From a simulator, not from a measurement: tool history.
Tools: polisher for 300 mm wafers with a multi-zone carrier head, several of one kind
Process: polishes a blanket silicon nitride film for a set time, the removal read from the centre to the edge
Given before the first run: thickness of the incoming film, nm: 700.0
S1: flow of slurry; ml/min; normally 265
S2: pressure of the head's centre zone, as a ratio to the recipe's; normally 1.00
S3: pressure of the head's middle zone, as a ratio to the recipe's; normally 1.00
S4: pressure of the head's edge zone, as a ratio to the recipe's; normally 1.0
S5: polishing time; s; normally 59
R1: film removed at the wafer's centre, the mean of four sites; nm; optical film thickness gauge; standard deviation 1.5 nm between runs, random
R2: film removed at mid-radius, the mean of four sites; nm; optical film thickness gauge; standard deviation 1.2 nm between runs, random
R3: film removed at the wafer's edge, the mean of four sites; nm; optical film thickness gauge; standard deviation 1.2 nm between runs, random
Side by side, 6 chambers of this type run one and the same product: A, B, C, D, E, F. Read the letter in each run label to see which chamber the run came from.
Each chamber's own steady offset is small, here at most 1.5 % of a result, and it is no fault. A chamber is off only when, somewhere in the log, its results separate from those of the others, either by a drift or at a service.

-- day=0.092 chamber D: edge zone pressure recalibrated
run 1E day=0.288 | S1=265 S2=1.00 S3=1.00 S4=1.0 S5=59 | R1=146.30 R2=144.62 R3=144.60
-- day=0.621 chamber D: worn pad replaced by a new one
run 2C day=0.842 | S1=265 S2=1.00 S3=1.00 S4=1.0 S5=59 | R1=142.25 R2=145.07 R3=145.32
-- day=1.321 chamber E: worn pad replaced by a new one
run 3A day=1.321 | S1=265 S2=1.00 S3=1.00 S4=1.0 S5=59 | R1=144.65 R2=144.53 R3=144.43
run 4F day=1.888 | S1=265 S2=1.00 S3=1.00 S4=1.0 S5=59 | R1=145.12 R2=146.02 R3=144.41
-- day=2.083 chamber B: worn pad replaced by a new one
-- day=2.338 chamber A: worn pad replaced by a new one
run 5B day=2.396 | S1=265 S2=1.00 S3=1.00 S4=1.0 S5=59 | R1=145.49 R2=144.65 R3=145.06
run 6D day=2.658 | S1=265 S2=0.92 S3=0.95 S4=1.0 S5=59 | R1=131.05 R2=137.84 R3=147.48
run 7D day=2.933 | S1=265 S2=0.92 S3=0.95 S4=1.0 S5=59 | R1=131.76 R2=136.99 R3=146.85
-- day=3.083 chamber F: worn pad replaced by a new one
-- day=3.121 chamber A: edge zone pressure recalibrated
run 8B day=3.279 | S1=265 S2=0.92 S3=0.95 S4=1.0 S5=59 | R1=132.17 R2=138.58 R3=147.06
-- day=3.517 chamber C: worn pad replaced by a new one
run 9A day=3.533 | S1=265 S2=0.92 S3=0.95 S4=1.0 S5=59 | R1=130.16 R2=137.54 R3=147.06
-- day=3.779 chamber C: edge zone pressure recalibrated
run 10C day=3.833 | S1=265 S2=0.92 S3=0.95 S4=1.0 S5=59 | R1=133.82 R2=139.41 R3=146.18
-- day=3.954 chamber D: worn pad replaced by a new one
run 11E day=4.371 | S1=265 S2=0.92 S3=0.95 S4=1.0 S5=59 | R1=131.95 R2=139.75 R3=144.26
-- day=4.604 chamber E: worn pad replaced by a new one
-- day=4.888 chamber C: slurry nozzle cleaned
run 12F day=4.946 | S1=265 S2=1.00 S3=1.00 S4=1.0 S5=59 | R1=145.98 R2=145.47 R3=145.10
-- day=5.021 chamber E: slurry nozzle cleaned
-- day=5.183 chamber D: slurry nozzle cleaned
run 13A day=5.296 | S1=265 S2=0.96 S3=1.00 S4=1.0 S5=59 | R1=137.54 R2=144.41 R3=146.43
run 14E day=5.696 | S1=265 S2=0.96 S3=1.00 S4=1.0 S5=59 | R1=138.58 R2=145.60 R3=146.00
-- day=5.708 chamber F: slurry nozzle cleaned
run 15D day=6.154 | S1=265 S2=0.96 S3=1.00 S4=1.0 S5=59 | R1=141.09 R2=147.74 R3=146.16
run 16B day=6.412 | S1=265 S2=0.96 S3=1.00 S4=1.0 S5=59 | R1=141.35 R2=144.40 R3=145.15
run 17C day=6.888 | S1=265 S2=0.96 S3=1.00 S4=1.0 S5=59 | R1=140.05 R2=145.85 R3=146.24
run 18F day=7.258 | S1=265 S2=0.96 S3=1.00 S4=1.0 S5=59 | R1=138.48 R2=144.44 R3=143.92
-- day=7.371 chamber D: worn pad replaced by a new one
-- day=7.500 chamber B: worn pad replaced by a new one
run 19B day=7.542 | S1=265 S2=1.00 S3=1.00 S4=1.0 S5=59 | R1=142.62 R2=148.53 R3=144.46
-- day=7.717 chamber A: slurry nozzle cleaned
-- day=7.862 chamber C: worn pad replaced by a new one
run 20E day=7.883 | S1=265 S2=1.00 S3=1.00 S4=1.0 S5=59 | R1=145.10 R2=146.51 R3=145.76
-- day=7.904 chamber E: worn pad replaced by a new one
run 21F day=8.217 | S1=265 S2=1.00 S3=1.00 S4=1.0 S5=59 | R1=146.47 R2=144.66 R3=143.07
run 22A day=8.621 | S1=265 S2=1.00 S3=1.00 S4=1.0 S5=59 | R1=142.54 R2=143.81 R3=146.82
-- day=8.646 chamber F: worn pad replaced by a new one
-- day=8.762 chamber F: centre zone pressure recalibrated
run 23D day=9.008 | S1=265 S2=1.00 S3=1.00 S4=1.0 S5=59 | R1=148.56 R2=145.10 R3=146.97
-- day=9.179 chamber A: centre zone pressure recalibrated
run 24C day=9.283 | S1=265 S2=1.00 S3=1.00 S4=1.1 S5=59 | R1=149.11 R2=146.57 R3=153.95
run 25C day=9.542 | S1=265 S2=1.00 S3=1.00 S4=1.1 S5=59 | R1=145.29 R2=143.96 R3=155.21
-- day=9.933 chamber A: worn pad replaced by a new one
run 26E day=10.017 | S1=265 S2=1.00 S3=1.00 S4=1.1 S5=59 | R1=142.84 R2=146.98 R3=152.11
run 27B day=10.288 | S1=265 S2=1.00 S3=1.00 S4=1.1 S5=59 | R1=143.66 R2=144.98 R3=152.68
run 28A day=10.542 | S1=265 S2=1.00 S3=1.00 S4=1.1 S5=59 | R1=142.06 R2=144.79 R3=154.14
run 29D day=10.904 | S1=265 S2=1.00 S3=1.00 S4=1.1 S5=59 | R1=144.36 R2=146.73 R3=153.91
run 30F day=11.275 | S1=265 S2=1.00 S3=1.00 S4=1.0 S5=59 | R1=143.70 R2=146.27 R3=145.55
-- day=11.300 chamber E: worn pad replaced by a new one
run 31E day=11.571 | S1=265 S2=0.93 S3=1.00 S4=1.0 S5=59 | R1=135.99 R2=144.20 R3=147.06
-- day=11.592 chamber C: worn pad replaced by a new one
-- day=11.608 chamber D: worn pad replaced by a new one
run 32B day=11.888 | S1=265 S2=0.93 S3=1.00 S4=1.0 S5=59 | R1=137.12 R2=145.27 R3=145.03
run 33C day=12.242 | S1=265 S2=0.93 S3=1.00 S4=1.0 S5=59 | R1=134.71 R2=145.16 R3=145.15
run 34F day=12.688 | S1=265 S2=0.93 S3=1.00 S4=1.0 S5=59 | R1=132.28 R2=145.32 R3=145.48
run 35A day=13.200 | S1=265 S2=0.93 S3=1.00 S4=1.0 S5=59 | R1=133.81 R2=144.81 R3=143.23
-- day=13.350 chamber B: centre zone pressure recalibrated
-- day=13.358 chamber B: worn pad replaced by a new one
run 36D day=13.754 | S1=265 S2=0.93 S3=1.00 S4=1.0 S5=59 | R1=136.80 R2=146.11 R3=145.88
run 37D day=14.042 | S1=265 S2=1.00 S3=1.00 S4=1.0 S5=59 | R1=146.33 R2=144.93 R3=148.04
-- day=14.058 chamber E: centre zone pressure recalibrated
run 38B day=14.554 | S1=265 S2=1.00 S3=1.00 S4=1.0 S5=59 | R1=148.83 R2=146.17 R3=146.69
-- day=14.942 chamber E: worn pad replaced by a new one
run 39E day=15.000 | S1=265 S2=1.00 S3=1.00 S4=1.0 S5=59 | R1=147.60 R2=147.45 R3=144.50

Decide between three cases: one chamber stands off from its peers, the gauge reading all wafers drifts, or nothing is wrong past each chamber's small offset. Where a chamber is off, say which and what most likely put it there.

The fleet is healthy, with each chamber sitting at its usual small offset and no drift in the gauge.

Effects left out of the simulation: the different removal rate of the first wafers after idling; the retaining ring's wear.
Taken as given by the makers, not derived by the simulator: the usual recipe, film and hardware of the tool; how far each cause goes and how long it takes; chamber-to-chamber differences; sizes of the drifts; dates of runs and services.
